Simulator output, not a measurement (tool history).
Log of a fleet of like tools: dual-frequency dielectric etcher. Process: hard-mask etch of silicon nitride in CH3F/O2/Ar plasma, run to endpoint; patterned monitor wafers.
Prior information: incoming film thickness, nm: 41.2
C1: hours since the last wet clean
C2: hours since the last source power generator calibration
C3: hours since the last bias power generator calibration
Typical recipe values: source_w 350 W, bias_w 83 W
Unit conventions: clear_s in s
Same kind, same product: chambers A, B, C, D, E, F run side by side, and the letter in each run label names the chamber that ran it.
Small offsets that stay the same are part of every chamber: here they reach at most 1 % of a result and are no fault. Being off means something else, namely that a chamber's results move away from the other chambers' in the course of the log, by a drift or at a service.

{"run": "1B", "hour": 5.0, "source_w": 350, "bias_w": 83, "C1": 499.9, "C2": 2844.3, "C3": 809.4, "clear_s": 59.488}
{"hour": 12.2, "done": "chamber B: wet clean of the chamber"}
{"run": "2A", "hour": 13.7, "source_w": 350, "bias_w": 83, "C1": 335.1, "C2": 1471.8, "C3": 67.0, "clear_s": 60.174}
{"run": "3D", "hour": 24.7, "source_w": 350, "bias_w": 83, "C1": 420.4, "C2": 958.5, "C3": 741.7, "clear_s": 58.844}
{"run": "4F", "hour": 32.0, "source_w": 350, "bias_w": 83, "C1": 253.4, "C2": 695.0, "C3": 1027.9, "clear_s": 59.594}
{"run": "5C", "hour": 39.2, "source_w": 390, "bias_w": 101, "C1": 421.5, "C2": 757.9, "C3": 3736.8, "clear_s": 52.659}
{"run": "6E", "hour": 45.1, "source_w": 390, "bias_w": 101, "C1": 260.0, "C2": 2143.3, "C3": 3822.5, "clear_s": 53.902}
{"run": "7B", "hour": 50.4, "source_w": 390, "bias_w": 101, "C1": 38.3, "C2": 2889.7, "C3": 854.8, "clear_s": 53.123}
{"hour": 54.7, "done": "chamber C: wet clean of the chamber"}
{"run": "8A", "hour": 58.0, "source_w": 390, "bias_w": 101, "C1": 379.4, "C2": 1516.1, "C3": 111.3, "clear_s": 53.572}
{"run": "9D", "hour": 67.0, "source_w": 390, "bias_w": 101, "C1": 462.7, "C2": 1000.8, "C3": 784.0, "clear_s": 52.609}
{"run": "10E", "hour": 75.7, "source_w": 390, "bias_w": 101, "C1": 290.6, "C2": 2173.9, "C3": 3853.1, "clear_s": 53.569}
{"run": "11F", "hour": 85.7, "source_w": 350, "bias_w": 83, "C1": 307.1, "C2": 748.7, "C3": 1081.6, "clear_s": 59.714}
{"run": "12C", "hour": 95.1, "source_w": 350, "bias_w": 83, "C1": 40.5, "C2": 813.8, "C3": 3792.7, "clear_s": 59.084}
{"run": "13A", "hour": 105.9, "source_w": 350, "bias_w": 83, "C1": 427.3, "C2": 1564.0, "C3": 159.2, "clear_s": 59.501}
{"run": "14C", "hour": 111.4, "source_w": 350, "bias_w": 83, "C1": 56.8, "C2": 830.1, "C3": 3809.0, "clear_s": 58.972}
{"hour": 121.0, "done": "chamber B: source power generator calibrated"}
{"run": "15B", "hour": 121.1, "source_w": 350, "bias_w": 83, "C1": 109.0, "C2": 0.1, "C3": 925.5, "clear_s": 59.685}
{"run": "16D", "hour": 129.4, "source_w": 350, "bias_w": 83, "C1": 525.1, "C2": 1063.2, "C3": 846.4, "clear_s": 59.205}
{"run": "17E", "hour": 138.6, "source_w": 350, "bias_w": 83, "C1": 353.5, "C2": 2236.8, "C3": 3916.0, "clear_s": 60.279}
{"hour": 144.3, "done": "chamber D: wet clean of the chamber"}
{"hour": 144.4, "done": "chamber A: wet clean of the chamber"}
{"run": "18F", "hour": 148.4, "source_w": 350, "bias_w": 83, "C1": 369.8, "C2": 811.4, "C3": 1144.3, "clear_s": 59.86}
{"run": "19B", "hour": 153.7, "source_w": 350, "bias_w": 83, "C1": 141.6, "C2": 32.7, "C3": 958.1, "clear_s": 59.725}
{"run": "20C", "hour": 161.4, "source_w": 350, "bias_w": 83, "C1": 106.8, "C2": 880.1, "C3": 3859.0, "clear_s": 59.176}
{"run": "21E", "hour": 169.8, "source_w": 350, "bias_w": 83, "C1": 384.7, "C2": 2268.0, "C3": 3947.2, "clear_s": 60.228}
{"run": "22A", "hour": 176.1, "source_w": 350, "bias_w": 83, "C1": 31.8, "C2": 1634.2, "C3": 229.4, "clear_s": 59.537}
{"run": "23F", "hour": 182.6, "source_w": 350, "bias_w": 83, "C1": 404.0, "C2": 845.6, "C3": 1178.5, "clear_s": 59.435}
{"run": "24D", "hour": 191.8, "source_w": 350, "bias_w": 83, "C1": 47.6, "C2": 1125.6, "C3": 908.8, "clear_s": 58.946}
{"run": "25C", "hour": 201.7, "source_w": 350, "bias_w": 83, "C1": 147.1, "C2": 920.4, "C3": 3899.3, "clear_s": 59.071}
{"run": "26F", "hour": 208.6, "source_w": 350, "bias_w": 83, "C1": 430.0, "C2": 871.6, "C3": 1204.5, "clear_s": 59.567}
{"run": "27E", "hour": 215.6, "source_w": 350, "bias_w": 83, "C1": 430.5, "C2": 2313.8, "C3": 3993.0, "clear_s": 60.759}
{"run": "28B", "hour": 226.3, "source_w": 410, "bias_w": 69, "C1": 214.2, "C2": 105.3, "C3": 1030.7, "clear_s": 59.714}
{"run": "29D", "hour": 237.7, "source_w": 410, "bias_w": 69, "C1": 93.5, "C2": 1171.5, "C3": 954.7, "clear_s": 59.594}
{"run": "30A", "hour": 247.5, "source_w": 410, "bias_w": 69, "C1": 103.2, "C2": 1705.6, "C3": 300.8, "clear_s": 60.309}
{"run": "31E", "hour": 257.3, "source_w": 410, "bias_w": 69, "C1": 472.2, "C2": 2355.5, "C3": 4034.7, "clear_s": 61.309}
{"run": "32A", "hour": 266.0, "source_w": 410, "bias_w": 69, "C1": 121.7, "C2": 1724.1, "C3": 319.3, "clear_s": 60.602}
{"run": "33D", "hour": 274.9, "source_w": 410, "bias_w": 69, "C1": 130.7, "C2": 1208.7, "C3": 991.9, "clear_s": 59.434}
{"run": "34F", "hour": 283.2, "source_w": 350, "bias_w": 83, "C1": 504.6, "C2": 946.2, "C3": 1279.1, "clear_s": 59.781}
{"run": "35C", "hour": 290.4, "source_w": 350, "bias_w": 83, "C1": 235.8, "C2": 1009.1, "C3": 3988.0, "clear_s": 58.855}
{"run": "36B", "hour": 296.7, "source_w": 350, "bias_w": 83, "C1": 284.6, "C2": 175.7, "C3": 1101.1, "clear_s": 59.529}
{"run": "37A", "hour": 304.1, "source_w": 350, "bias_w": 83, "C1": 159.8, "C2": 1762.2, "C3": 357.4, "clear_s": 60.151}
{"run": "38D", "hour": 315.2, "source_w": 350, "bias_w": 83, "C1": 171.0, "C2": 1249.0, "C3": 1032.2, "clear_s": 59.176}
{"run": "39E", "hour": 322.2, "source_w": 350, "bias_w": 83, "C1": 537.1, "C2": 2420.4, "C3": 4099.6, "clear_s": 61.169}
{"run": "40F", "hour": 331.7, "source_w": 350, "bias_w": 83, "C1": 553.1, "C2": 994.7, "C3": 1327.6, "clear_s": 59.77}
{"run": "41B", "hour": 340.5, "source_w": 300, "bias_w": 92, "C1": 328.4, "C2": 219.5, "C3": 1144.9, "clear_s": 60.529}
{"run": "42C", "hour": 349.0, "source_w": 300, "bias_w": 92, "C1": 294.4, "C2": 1067.7, "C3": 4046.6, "clear_s": 60.429}

All chambers now run identical settings, listed one chamber a line with results as question marks. What results will each chamber show?
{"run": "43A", "hour": 357.3, "source_w": 310, "bias_w": 83, "clear_s": "?"}
{"run": "43B", "hour": 357.3, "source_w": 310, "bias_w": 83, "clear_s": "?"}
{"run": "43C", "hour": 357.3, "source_w": 310, "bias_w": 83, "clear_s": "?"}
{"run": "43D", "hour": 357.3, "source_w": 310, "bias_w": 83, "clear_s": "?"}
{"run": "43E", "hour": 357.3, "source_w": 310, "bias_w": 83, "clear_s": "?"}
{"run": "43F", "hour": 357.3, "source_w": 310, "bias_w": 83, "clear_s": "?"}

run=43A clear_s=63.216
run=43B clear_s=62.539
run=43C clear_s=61.378
run=43D clear_s=61.810
run=43E clear_s=63.995
run=43F clear_s=62.849
